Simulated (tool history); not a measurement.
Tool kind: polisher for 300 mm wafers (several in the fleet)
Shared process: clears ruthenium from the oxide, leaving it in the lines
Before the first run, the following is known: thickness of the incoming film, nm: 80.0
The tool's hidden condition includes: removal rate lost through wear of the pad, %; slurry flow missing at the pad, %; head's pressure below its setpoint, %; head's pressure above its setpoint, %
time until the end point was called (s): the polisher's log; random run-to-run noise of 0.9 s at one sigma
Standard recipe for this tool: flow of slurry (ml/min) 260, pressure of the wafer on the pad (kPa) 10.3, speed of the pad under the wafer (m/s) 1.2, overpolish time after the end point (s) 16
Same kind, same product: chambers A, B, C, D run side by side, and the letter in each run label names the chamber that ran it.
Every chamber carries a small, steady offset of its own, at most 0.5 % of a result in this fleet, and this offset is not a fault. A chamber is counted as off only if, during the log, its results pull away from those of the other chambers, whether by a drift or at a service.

| run | hour | flow of slurry (ml/min) | pressure of the wafer on the pad (kPa) | speed of the pad under the wafer (m/s) | overpolish time after the end point (s) | wafers polished on this pad | hours since the slurry nozzle was cleaned | hours since the head pressure was calibrated | time until the end point was called (s) |
|---|---|---|---|---|---|---|---|---|---|
|  | 4.4 | chamber D: worn pad replaced by a new one |
| 1D | 7.5 | 260 | 10.3 | 1.2 | 16 | 34 | 414.4 | 431.6 | 69.787 |
| 2B | 19.2 | 260 | 10.3 | 1.2 | 16 | 621 | 360.7 | 434.7 | 69.119 |
|  | 23.5 | chamber C: slurry nozzle cleaned |
| 3C | 30.6 | 260 | 10.3 | 1.2 | 16 | 722 | 7.2 | 179.1 | 71.133 |
| 4A | 40.1 | 260 | 10.3 | 1.2 | 16 | 665 | 95.2 | 214.7 | 68.146 |
|  | 48.5 | chamber B: worn pad replaced by a new one |
|  | 50.8 | chamber A: worn pad replaced by a new one |
| 5C | 53.9 | 260 | 10.3 | 1.2 | 16 | 982 | 30.5 | 202.4 | 69.785 |
| 6D | 62.4 | 260 | 10.3 | 1.2 | 16 | 646 | 469.3 | 486.5 | 69.137 |
| 7B | 71.5 | 260 | 10.3 | 1.2 | 16 | 257 | 413 | 487 | 69.613 |
| 8A | 80.2 | 260 | 10.3 | 1.2 | 16 | 328 | 135.3 | 254.8 | 70.329 |
|  | 82 | chamber C: worn pad replaced by a new one |
| 9A | 90.2 | 260 | 10.3 | 1.2 | 16 | 439 | 145.3 | 264.8 | 68.78 |
|  | 100.2 | chamber D: worn pad replaced by a new one |
| 10B | 102.5 | 330 | 11.7 | 1.2 | 16 | 602 | 444 | 518 | 59.108 |
|  | 105.5 | chamber B: slurry nozzle cleaned |
| 11D | 116.6 | 330 | 11.7 | 1.2 | 16 | 183 | 523.5 | 540.7 | 58.96 |
|  | 117.6 | chamber A: worn pad replaced by a new one |
| 12C | 124.5 | 330 | 11.7 | 1.2 | 16 | 474 | 101.1 | 273 | 57.956 |
| 13D | 136.8 | 330 | 11.7 | 1.2 | 16 | 408 | 543.7 | 560.9 | 59.604 |
| 14C | 147.2 | 260 | 10.3 | 1.2 | 16 | 727 | 123.8 | 295.7 | 67.775 |
|  | 152.7 | chamber B: worn pad replaced by a new one |
| 15B | 154.5 | 260 | 10.3 | 1.2 | 16 | 20 | 49 | 570 | 71.129 |
| 16A | 168.8 | 260 | 7.6 | 1.2 | 16 | 571 | 223.9 | 343.4 | 95.091 |
| 17D | 178.1 | 260 | 7.6 | 1.2 | 16 | 868 | 585 | 602.2 | 91.451 |
| 18C | 186 | 260 | 7.6 | 1.2 | 16 | 1160 | 162.6 | 334.5 | 91.544 |
|  | 190.7 | chamber A: worn pad replaced by a new one |
| 19B | 193.9 | 260 | 7.6 | 1.2 | 16 | 459 | 88.4 | 609.4 | 96.441 |
|  | 194.5 | chamber D: worn pad replaced by a new one |
|  | 201 | chamber C: worn pad replaced by a new one |
|  | 204.3 | chamber A: slurry nozzle cleaned |
| 20A | 206.9 | 260 | 10.3 | 1.2 | 16 | 181 | 2.7 | 381.5 | 68.361 |
| 21D | 221.1 | 260 | 10.3 | 1.2 | 16 | 297 | 628 | 645.2 | 69.354 |
|  | 223 | chamber D: slurry nozzle cleaned |
| 22A | 227.4 | 260 | 10.3 | 1.2 | 16 | 409 | 23.2 | 402 | 69.639 |
|  | 234.5 | chamber C: slurry nozzle cleaned |
| 23B | 234.5 | 260 | 10.3 | 1.2 | 13 | 912 | 129 | 650 | 69.062 |
| 24C | 242.3 | 260 | 10.3 | 1.2 | 13 | 460 | 7.8 | 390.8 | 66.583 |
|  | 249.1 | chamber B: worn pad replaced by a new one |
| 25B | 250 | 260 | 10.3 | 1.2 | 13 | 11 | 144.5 | 665.5 | 69.524 |
| 26D | 262.7 | 260 | 10.3 | 1.2 | 13 | 760 | 39.8 | 686.8 | 68.713 |
|  | 269.2 | chamber A: worn pad replaced by a new one |
| 27A | 270 | 260 | 10.3 | 1.2 | 16 | 9 | 65.8 | 444.6 | 70.126 |
| 28C | 279.4 | 260 | 10.3 | 1.2 | 16 | 874 | 44.9 | 427.9 | 64.106 |
| 29B | 286.9 | 330 | 10.3 | 1.2 | 7 | 422 | 181.4 | 702.4 | 66.969 |
|  | 295.3 | chamber D: worn pad replaced by a new one |
| 30C | 296.9 | 330 | 10.3 | 1.2 | 7 | 1069 | 62.4 | 445.4 | 62.048 |
| 31D | 307.7 | 330 | 10.3 | 1.2 | 7 | 138 | 84.8 | 731.8 | 67.484 |

For the next run the whole fleet of 4 chambers uses the same settings. Give each chamber's results:
| 32A | 318 | 260 | 10.3 | 1.2 | 16 |  |  |  | ? |
| 32B | 318 | 260 | 10.3 | 1.2 | 16 |  |  |  | ? |
| 32C | 318 | 260 | 10.3 | 1.2 | 16 |  |  |  | ? |
| 32D | 318 | 260 | 10.3 | 1.2 | 16 |  |  |  | ? |

| run | time until the end point was called (s) |
|---|---|
| 32A | 67.742 |
| 32B | 67.521 |
| 32C | 64.98 |
| 32D | 69.281 |
